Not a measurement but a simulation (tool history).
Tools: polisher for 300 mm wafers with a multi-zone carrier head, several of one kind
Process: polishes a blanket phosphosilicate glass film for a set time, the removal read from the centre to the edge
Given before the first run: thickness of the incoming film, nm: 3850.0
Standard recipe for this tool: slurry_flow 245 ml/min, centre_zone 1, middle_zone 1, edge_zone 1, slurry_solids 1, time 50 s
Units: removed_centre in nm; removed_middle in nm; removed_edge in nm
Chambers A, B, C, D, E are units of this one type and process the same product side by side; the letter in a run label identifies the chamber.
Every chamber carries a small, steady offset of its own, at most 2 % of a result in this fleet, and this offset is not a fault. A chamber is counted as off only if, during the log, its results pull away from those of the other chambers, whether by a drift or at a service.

| run | day | slurry_flow | centre_zone | middle_zone | edge_zone | slurry_solids | time | wafers polished on this pad | hours since the slurry nozzle was cleaned | hours since the centre zone pressure was calibrated | hours since the edge zone pressure was calibrated | removed_centre | removed_middle | removed_edge |
|---|---|---|---|---|---|---|---|---|---|---|---|---|---|---|
|  | 0.188 | chamber C: edge zone pressure recalibrated |
| 1D | 0.258 | 245 | 1 | 1 | 1 | 1 | 50 | 184 | 459.2 | 659.2 | 244.9 | 701.48 | 700.44 | 703 |
|  | 0.321 | chamber E: slurry nozzle cleaned |
| 2E | 0.558 | 245 | 1 | 1 | 1 | 1 | 50 | 437 | 5.7 | 144.5 | 139 | 705.2 | 715 | 717.21 |
|  | 0.642 | chamber C: slurry nozzle cleaned |
| 3B | 0.838 | 245 | 1 | 1 | 1 | 1 | 50 | 726 | 845.1 | 615.5 | 758 | 688.98 | 700.02 | 711.99 |
| 4C | 1.004 | 245 | 1 | 1 | 1 | 1 | 50 | 520 | 8.7 | 635.3 | 19.6 | 708.58 | 712.74 | 700.41 |
|  | 1.042 | chamber C: worn pad replaced by a new one |
| 5A | 1.192 | 245 | 1 | 1 | 1 | 1 | 50 | 367 | 232 | 119.6 | 289.2 | 706.29 | 700.57 | 689.94 |
|  | 1.271 | chamber A: slurry nozzle cleaned |
|  | 1.383 | chamber B: slurry nozzle cleaned |
| 6B | 1.471 | 245 | 0.93 | 1 | 1 | 1 | 50 | 853 | 2.2 | 630.7 | 773.2 | 649.62 | 700.89 | 727.31 |
| 7E | 1.675 | 245 | 0.93 | 1 | 1 | 1 | 50 | 661 | 32.5 | 171.3 | 165.8 | 641.8 | 705.48 | 702.49 |
| 8A | 1.879 | 245 | 0.93 | 1 | 1 | 1 | 50 | 505 | 14.7 | 136.1 | 305.7 | 658.52 | 697.73 | 707.74 |
|  | 1.942 | chamber B: worn pad replaced by a new one |
| 9C | 2.188 | 245 | 0.93 | 1 | 1 | 1 | 50 | 230 | 37.1 | 663.7 | 48 | 650.67 | 708.7 | 721.56 |
| 10D | 2.425 | 245 | 0.93 | 1 | 1 | 1 | 50 | 618 | 511.2 | 711.2 | 296.9 | 641.72 | 695.61 | 690.06 |
| 11D | 2.625 | 245 | 1 | 1 | 1 | 1 | 50 | 659 | 516 | 716 | 301.7 | 706.14 | 685.88 | 704.09 |
|  | 2.742 | chamber C: centre zone pressure recalibrated |
| 12E | 2.829 | 245 | 1 | 1 | 1 | 1 | 50 | 892 | 60.2 | 199 | 193.5 | 704.11 | 715.02 | 696.18 |
| 13C | 3.029 | 245 | 1 | 1 | 1 | 1 | 50 | 399 | 57.3 | 6.9 | 68.2 | 707.65 | 702.73 | 703.28 |
|  | 3.233 | chamber E: worn pad replaced by a new one |
| 14B | 3.362 | 245 | 1 | 1 | 1 | 1 | 50 | 285 | 47.6 | 676.1 | 818.6 | 702.66 | 707.68 | 718.47 |
|  | 3.438 | chamber D: worn pad replaced by a new one |
| 15A | 3.521 | 245 | 1 | 1 | 1 | 1 | 50 | 834 | 54.1 | 175.5 | 345.1 | 701.21 | 694.6 | 685.88 |
| 16A | 3.858 | 245 | 1 | 0.89 | 1 | 1 | 50 | 902 | 62.2 | 183.6 | 353.2 | 702.06 | 615.29 | 687.02 |
| 17E | 4.162 | 245 | 1 | 0.89 | 1 | 1 | 50 | 187 | 92.2 | 231 | 225.5 | 690.76 | 643.14 | 703.7 |
|  | 4.379 | chamber C: worn pad replaced by a new one |
| 18D | 4.471 | 245 | 1 | 0.89 | 1 | 1 | 50 | 207 | 560.3 | 760.3 | 346 | 701.36 | 628.83 | 700.07 |
| 19B | 4.808 | 245 | 1 | 0.89 | 1 | 1 | 50 | 575 | 82.3 | 710.8 | 853.3 | 699.21 | 639.54 | 723.21 |
| 20C | 5.142 | 245 | 1 | 0.89 | 1 | 1 | 50 | 152 | 108 | 57.6 | 118.9 | 700.51 | 641.25 | 711.19 |
| 21D | 5.433 | 245 | 1 | 1 | 1 | 1 | 50 | 400 | 583.4 | 783.4 | 369.1 | 710.64 | 699.11 | 709.82 |
| 22C | 5.675 | 245 | 1 | 1 | 1 | 1 | 50 | 259 | 120.8 | 70.4 | 131.7 | 711.27 | 703.52 | 714.62 |
| 23A | 5.962 | 245 | 1 | 1 | 1 | 1 | 50 | 1324 | 112.7 | 234.1 | 403.7 | 679.31 | 662.9 | 666.27 |
| 24E | 6.133 | 245 | 1 | 1 | 1 | 1 | 50 | 582 | 139.5 | 278.3 | 272.8 | 701.68 | 709.11 | 696.32 |
|  | 6.275 | chamber B: worn pad replaced by a new one |
| 25B | 6.433 | 245 | 1 | 1 | 1 | 1 | 50 | 32 | 121.3 | 749.8 | 892.3 | 715.21 | 709.83 | 714.17 |
| 26A | 6.646 | 245 | 1.11 | 1.04 | 1 | 1 | 50 | 1461 | 129.1 | 250.5 | 420.1 | 742.62 | 690.59 | 675.99 |
| 27B | 6.808 | 245 | 1.11 | 1.04 | 1 | 1 | 50 | 107 | 130.3 | 758.8 | 901.3 | 783.88 | 733.86 | 703.38 |
| 28D | 7.058 | 245 | 1.11 | 1.04 | 1 | 1 | 50 | 726 | 622.4 | 822.4 | 408.1 | 784.78 | 712.69 | 708.88 |
| 29C | 7.208 | 245 | 1.11 | 1.04 | 1 | 1 | 50 | 567 | 157.6 | 107.2 | 168.5 | 790.62 | 723.11 | 713.17 |
|  | 7.367 | chamber C: worn pad replaced by a new one |
| 30E | 7.525 | 245 | 1.11 | 1.04 | 1 | 1 | 50 | 861 | 172.9 | 311.7 | 306.2 | 769.85 | 740.7 | 710.76 |
| 31A | 7.758 | 245 | 1 | 1 | 1 | 1 | 50 | 1684 | 155.8 | 277.2 | 446.8 | 674.86 | 650.43 | 651.08 |
|  | 7.842 | chamber D: worn pad replaced by a new one |
| 32C | 7.933 | 245 | 1 | 1 | 1 | 1 | 50 | 113 | 175 | 124.6 | 185.9 | 707.36 | 701.26 | 711.6 |
|  | 8.133 | chamber E: worn pad replaced by a new one |
| 33E | 8.15 | 245 | 1 | 1 | 1 | 1 | 50 | 3 | 187.9 | 326.7 | 321.2 | 700.56 | 704.82 | 707.49 |
|  | 8.242 | chamber D: edge zone pressure recalibrated |
| 34B | 8.488 | 245 | 1 | 1 | 1 | 1 | 50 | 444 | 170.6 | 799.1 | 941.6 | 698.77 | 710.09 | 725.56 |
| 35D | 8.788 | 245 | 1 | 1 | 1 | 1 | 50 | 190 | 663.9 | 863.9 | 13.2 | 697.59 | 700.9 | 707.32 |
| 36A | 9.046 | 245 | 1 | 1 | 1 | 1 | 50 | 1942 | 186.7 | 308.1 | 477.7 | 658.05 | 642.46 | 653.78 |
| 37B | 9.396 | 245 | 1 | 0.9 | 0.92 | 1 | 50 | 626 | 192.4 | 820.9 | 963.4 | 695.55 | 646.25 | 683.53 |
|  | 9.688 | chamber C: slurry nozzle cleaned |
| 38C | 9.708 | 245 | 1 | 0.9 | 0.92 | 1 | 50 | 469 | 0.6 | 167.2 | 228.5 | 709.58 | 638.78 | 687.41 |
| 39D | 9.925 | 245 | 1 | 0.9 | 0.92 | 1 | 50 | 418 | 691.2 | 891.2 | 40.5 | 702.28 | 629.93 | 674.91 |

All chambers now run identical settings, listed one chamber a line with results as question marks. What results will each chamber show?
| 40A | 10.175 | 245 | 1 | 1 | 1 | 1 | 50 |  |  |  |  | ? | ? | ? |
| 40B | 10.175 | 245 | 1 | 1 | 1 | 1 | 50 |  |  |  |  | ? | ? | ? |
| 40C | 10.175 | 245 | 1 | 1 | 1 | 1 | 50 |  |  |  |  | ? | ? | ? |
| 40D | 10.175 | 245 | 1 | 1 | 1 | 1 | 50 |  |  |  |  | ? | ? | ? |
| 40E | 10.175 | 245 | 1 | 1 | 1 | 1 | 50 |  |  |  |  | ? | ? | ? |

| run | removed_centre | removed_middle | removed_edge |
|---|---|---|---|
| 40A | 644.88 | 630.31 | 630.84 |
| 40B | 705.32 | 710.58 | 715.52 |
| 40C | 707.9 | 703.64 | 691.73 |
| 40D | 703.25 | 691.73 | 700.02 |
| 40E | 702.26 | 712.61 | 706.46 |
